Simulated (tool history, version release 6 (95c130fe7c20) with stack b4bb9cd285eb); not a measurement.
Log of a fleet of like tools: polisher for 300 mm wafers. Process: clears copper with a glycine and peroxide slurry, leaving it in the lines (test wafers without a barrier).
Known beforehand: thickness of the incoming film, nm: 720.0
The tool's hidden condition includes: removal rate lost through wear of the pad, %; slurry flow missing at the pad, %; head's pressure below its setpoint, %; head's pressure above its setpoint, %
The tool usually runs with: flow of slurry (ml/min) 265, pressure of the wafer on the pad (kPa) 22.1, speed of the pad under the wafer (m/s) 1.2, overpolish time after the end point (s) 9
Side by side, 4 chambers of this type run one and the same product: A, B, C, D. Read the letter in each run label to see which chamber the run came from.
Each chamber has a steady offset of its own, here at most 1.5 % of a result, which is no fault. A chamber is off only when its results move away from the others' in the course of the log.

| run | hour | flow of slurry (ml/min) | pressure of the wafer on the pad (kPa) | speed of the pad under the wafer (m/s) | overpolish time after the end point (s) | wafers polished on this pad | hours since the slurry nozzle was cleaned | hours since the head pressure was calibrated | time until the end point was called (s) | dishing of a wide line in a test structure (Å) |
|---|---|---|---|---|---|---|---|---|---|---|
| 1D | 12.1 | 265 | 22.1 | 1.2 | 9 | 513 | 264.6 | 743.1 | 114.460 | 408.42 |
|  | 17.2 | chamber D: worn pad replaced by a new one |
| 2A | 23.5 | 265 | 22.1 | 1.2 | 9 | 1052 | 61.3 | 255.3 | 113.270 | 392.71 |
| 3B | 36.1 | 265 | 22.1 | 1.2 | 9 | 773 | 141.1 | 604.6 | 115.530 | 400.79 |
|  | 38.6 | chamber A: worn pad replaced by a new one |
|  | 41.4 | chamber B: worn pad replaced by a new one |
| 4C | 49.4 | 265 | 22.1 | 1.2 | 9 | 471 | 143.6 | 173.1 | 114.290 | 385.36 |
| 5C | 60.1 | 265 | 22.1 | 1.2 | 9 | 532 | 154.3 | 183.8 | 111.790 | 406.25 |
| 6B | 67.7 | 265 | 22.1 | 1.2 | 9 | 150 | 172.7 | 636.2 | 115.020 | 396.28 |
| 7D | 77.6 | 180 | 15.9 | 1.2 | 9 | 345 | 330.1 | 808.6 | 158.130 | 304.59 |
| 8A | 92.6 | 180 | 15.9 | 1.2 | 9 | 308 | 130.4 | 324.4 | 157.550 | 296.27 |
|  | 92.7 | chamber D: worn pad replaced by a new one |
| 9D | 99.5 | 180 | 15.9 | 1.2 | 9 | 39 | 352.0 | 830.5 | 158.680 | 292.43 |
| 10A | 112.9 | 180 | 15.9 | 1.2 | 9 | 424 | 150.7 | 344.7 | 158.200 | 280.90 |
|  | 116.3 | chamber D: head pressure recalibrated |
| 11C | 122.4 | 265 | 22.1 | 1.2 | 9 | 888 | 216.6 | 246.1 | 112.670 | 408.87 |
| 12B | 134.0 | 310 | 22.1 | 1.2 | 11 | 529 | 239.0 | 702.5 | 112.880 | 463.15 |
| 13B | 143.2 | 310 | 22.1 | 1.2 | 11 | 581 | 248.2 | 711.7 | 111.290 | 483.85 |
|  | 155.4 | chamber C: worn pad replaced by a new one |
| 14D | 155.6 | 310 | 22.1 | 1.2 | 11 | 359 | 408.1 | 39.4 | 119.060 | 453.37 |
| 15A | 170.6 | 310 | 22.1 | 1.2 | 11 | 754 | 208.4 | 402.4 | 111.200 | 461.87 |
|  | 180.5 | chamber D: worn pad replaced by a new one |
| 16C | 180.8 | 265 | 22.1 | 1.2 | 9 | 145 | 275.0 | 304.5 | 112.350 | 405.39 |
|  | 181.4 | chamber C: slurry nozzle cleaned |
| 17C | 191.4 | 265 | 22.1 | 1.2 | 9 | 206 | 10.1 | 315.1 | 112.740 | 393.02 |
|  | 197.9 | chamber B: worn pad replaced by a new one |
| 18D | 199.3 | 265 | 22.1 | 1.2 | 9 | 107 | 451.8 | 83.1 | 119.950 | 368.40 |
| 19A | 213.4 | 265 | 22.1 | 1.2 | 9 | 999 | 251.2 | 445.2 | 113.170 | 393.13 |
| 20B | 221.3 | 265 | 17.2 | 1.2 | 13 | 133 | 326.3 | 789.8 | 139.130 | 462.87 |
|  | 228.6 | chamber A: worn pad replaced by a new one |
| 21A | 230.5 | 265 | 17.2 | 1.2 | 13 | 11 | 268.3 | 462.3 | 137.700 | 418.05 |
|  | 236.8 | chamber B: head pressure recalibrated |
| 22B | 245.7 | 265 | 17.2 | 1.2 | 13 | 273 | 350.7 | 9.0 | 139.360 | 467.81 |
| 23D | 252.4 | 265 | 17.2 | 1.2 | 13 | 411 | 504.9 | 136.2 | 148.580 | 407.85 |
| 24C | 259.2 | 265 | 22.1 | 1.2 | 9 | 593 | 77.9 | 382.9 | 111.280 | 401.24 |
| 25C | 270.3 | 195 | 22.1 | 1.6 | 9 | 657 | 89.0 | 394.0 | 90.665 | 464.08 |
| 26B | 285.4 | 195 | 22.1 | 1.6 | 9 | 500 | 390.4 | 48.7 | 92.927 | 484.00 |

Read the log: is a single chamber off, either drifting away or since a service, is the gauge that measures every chamber drifting, or is nothing wrong beyond small per-chamber offsets? Name any odd chamber and what most likely caused it.

A service on chamber D put it out of line with the rest.
What lies behind it: head's pressure below its setpoint, % = 6.47.

Below are 4 candidate recipes for chamber D's next run, each the usual settings with a change, their results shown as question marks. Which of them brings D's results back in line with what the other chambers give on the usual settings?
To be in line, a result may differ from the other chambers' mean on the usual settings by at most: time until the end point was called (s) 3.700; dishing of a wide line in a test structure (Å) 32.00
| 27D-1 | 296.2 | 265 | 21.4 | 1.16 | 9 |  |  |  | ? | ? |
| 27D-2 | 296.2 | 265 | 22.8 | 1.24 | 9 |  |  |  | ? | ? |
| 27D-3 | 296.2 | 265 | 20.7 | 1.12 | 9 |  |  |  | ? | ? |
| 27D-4 | 296.2 | 265 | 23.4 | 1.28 | 9 |  |  |  | ? | ? |

Usual-settings mean across the other chambers: time until the end point was called (s) 113.480; dishing of a wide line in a test structure (Å) 397.25
| run | time until the end point was called (s) | dishing of a wide line in a test structure (Å) |
|---|---|---|
| 27D-1 | 126.640 | 365.30 |
| 27D-2 | 113.240 | 402.73 |
| 27D-3 | 134.190 | 347.13 |
| 27D-4 | 107.290 | 421.95 |
27D-2 is the one that brings the chamber's results back in line with the other chambers.
